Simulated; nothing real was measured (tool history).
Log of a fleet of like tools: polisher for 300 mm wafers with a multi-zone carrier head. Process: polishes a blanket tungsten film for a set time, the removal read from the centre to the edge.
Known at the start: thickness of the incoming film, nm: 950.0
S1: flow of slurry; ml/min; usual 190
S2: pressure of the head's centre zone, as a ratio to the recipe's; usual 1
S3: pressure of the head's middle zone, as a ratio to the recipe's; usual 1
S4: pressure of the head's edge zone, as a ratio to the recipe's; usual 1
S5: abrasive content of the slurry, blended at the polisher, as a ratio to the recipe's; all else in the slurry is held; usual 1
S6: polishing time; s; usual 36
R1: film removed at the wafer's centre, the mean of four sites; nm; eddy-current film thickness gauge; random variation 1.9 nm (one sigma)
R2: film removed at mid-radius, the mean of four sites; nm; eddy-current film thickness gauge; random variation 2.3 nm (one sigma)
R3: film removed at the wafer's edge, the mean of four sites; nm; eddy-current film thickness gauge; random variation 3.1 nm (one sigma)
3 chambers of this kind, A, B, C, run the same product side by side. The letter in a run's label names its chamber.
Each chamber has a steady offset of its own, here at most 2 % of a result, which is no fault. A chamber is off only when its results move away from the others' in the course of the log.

Run 1C, hour 5.2: usual settings. Result: R1 251.98 nm, R2 255.95 nm, R3 254.99 nm.
Run 2B, hour 11.6: usual settings. Result: R1 254.32 nm, R2 255.2 nm, R3 254.44 nm.
Run 3A, hour 16.7: usual settings. Result: R1 252.37 nm, R2 247.11 nm, R3 253.5 nm.
Run 4C, hour 22.9: usual settings. Result: R1 252.61 nm, R2 253.85 nm, R3 257.35 nm.
At hour 24.5: chamber C: worn pad replaced by a new one.
Run 5A, hour 30.1: usual settings but S3 1.05, S4 0.89. Result: R1 254.19 nm, R2 263.24 nm, R3 234.02 nm.
At hour 34.4: chamber B: slurry nozzle cleaned.
Run 6B, hour 37: usual settings but S3 1.05, S4 0.89. Result: R1 251.5 nm, R2 272.98 nm, R3 244.87 nm.
Run 7C, hour 44.1: usual settings but S3 1.05, S4 0.89. Result: R1 256.78 nm, R2 261.81 nm, R3 249.88 nm.
At hour 49.2: chamber B: worn pad replaced by a new one.
At hour 50.2: chamber A: worn pad replaced by a new one.
Run 8A, hour 50.7: usual settings. Result: R1 250.72 nm, R2 253.05 nm, R3 251.43 nm.
Run 9B, hour 57.7: usual settings. Result: R1 256.12 nm, R2 255.35 nm, R3 262.16 nm.
Run 10B, hour 62.3: usual settings. Result: R1 255.04 nm, R2 255.86 nm, R3 257.05 nm.
Run 11A, hour 65.9: usual settings. Result: R1 254.81 nm, R2 252.39 nm, R3 244.73 nm.
Run 12C, hour 70.1: usual settings. Result: R1 254.04 nm, R2 249.42 nm, R3 252.81 nm.
Run 13A, hour 74.1: usual settings. Result: R1 252.74 nm, R2 252.5 nm, R3 257.3 nm.
Run 14B, hour 78.4: usual settings but S2 1.07, S6 44 s. Result: R1 331.29 nm, R2 307.41 nm, R3 317.45 nm.
Run 15C, hour 82.6: usual settings but S2 1.07, S6 44 s. Result: R1 334.91 nm, R2 305.81 nm, R3 319.42 nm.
At hour 83.1: chamber C: worn pad replaced by a new one.
Run 16B, hour 86.6: usual settings but S2 1.07, S6 44 s. Result: R1 334.75 nm, R2 317.59 nm, R3 311.48 nm.
Run 17C, hour 91.7: usual settings. Result: R1 256.5 nm, R2 247.51 nm, R3 261.15 nm.
Run 18A, hour 98.2: usual settings but S1 245 ml/min, S4 1.06. Result: R1 261.5 nm, R2 258.96 nm, R3 265.41 nm.
Run 19A, hour 102.2: usual settings but S1 245 ml/min, S4 1.06. Result: R1 264.36 nm, R2 259.89 nm, R3 270.42 nm.
At hour 103.8: chamber A: slurry nozzle cleaned.
Run 20B, hour 109.6: usual settings but S1 245 ml/min, S4 1.06. Result: R1 264.61 nm, R2 266.54 nm, R3 273.61 nm.
At hour 113: chamber C: centre zone pressure recalibrated.
Run 21C, hour 115.4: usual settings but S5 1.1. Result: R1 249.08 nm, R2 254.87 nm, R3 266.28 nm.
Run 22A, hour 119.4: usual settings but S5 1.1. Result: R1 255.98 nm, R2 257.35 nm, R3 260.52 nm.
At hour 122.1: chamber B: worn pad replaced by a new one.
Run 23B, hour 124.3: usual settings but S5 1.1. Result: R1 262.95 nm, R2 262.27 nm, R3 264.09 nm.
Run 24C, hour 129.9: usual settings. Result: R1 240.89 nm, R2 245.77 nm, R3 256.84 nm.
At hour 132.8: chamber C: worn pad replaced by a new one.
Run 25A, hour 137: usual settings. Result: R1 253.95 nm, R2 245.14 nm, R3 250.26 nm.
Run 26C, hour 143.3: usual settings. Result: R1 241.65 nm, R2 249.89 nm, R3 261.62 nm.
Run 27B, hour 148.9: usual settings but S1 145 ml/min. Result: R1 240.33 nm, R2 246.27 nm, R3 248.55 nm.
At hour 151.9: chamber A: worn pad replaced by a new one.
Run 28C, hour 154.6: usual settings but S1 145 ml/min. Result: R1 230.66 nm, R2 238.83 nm, R3 250.75 nm.
Run 29A, hour 159.4: usual settings but S1 145 ml/min. Result: R1 241.22 nm, R2 240.53 nm, R3 244.97 nm.
Run 30B, hour 166.5: usual settings. Result: R1 254.4 nm, R2 259.34 nm, R3 257.15 nm.
Run 31C, hour 171.5: usual settings. Result: R1 243.72 nm, R2 248.45 nm, R3 250.86 nm.
Run 32A, hour 176: usual settings. Result: R1 253.4 nm, R2 251.58 nm, R3 255.58 nm.
Run 33B, hour 180: usual settings. Result: R1 258.69 nm, R2 251.87 nm, R3 262.85 nm.
At hour 182.1: chamber C: worn pad replaced by a new one.
Run 34C, hour 185.6: usual settings but S3 0.93, S6 26 s. Result: R1 174.69 nm, R2 170.24 nm, R3 188.71 nm.

All 3 chambers run these settings next. Forecast each chamber's results:
Run 35A, hour 190.9: usual settings but S2 0.89. Result: R1 ?, R2 ?, R3 ?.
Run 35B, hour 190.9: usual settings but S2 0.89. Result: R1 ?, R2 ?, R3 ?.
Run 35C, hour 190.9: usual settings but S2 0.89. Result: R1 ?, R2 ?, R3 ?.

run      R1      R2      R3
35A  223.93  250.97  251.06
35B  220.87  258.16  257.85
35C  212.31  251.38  257.54
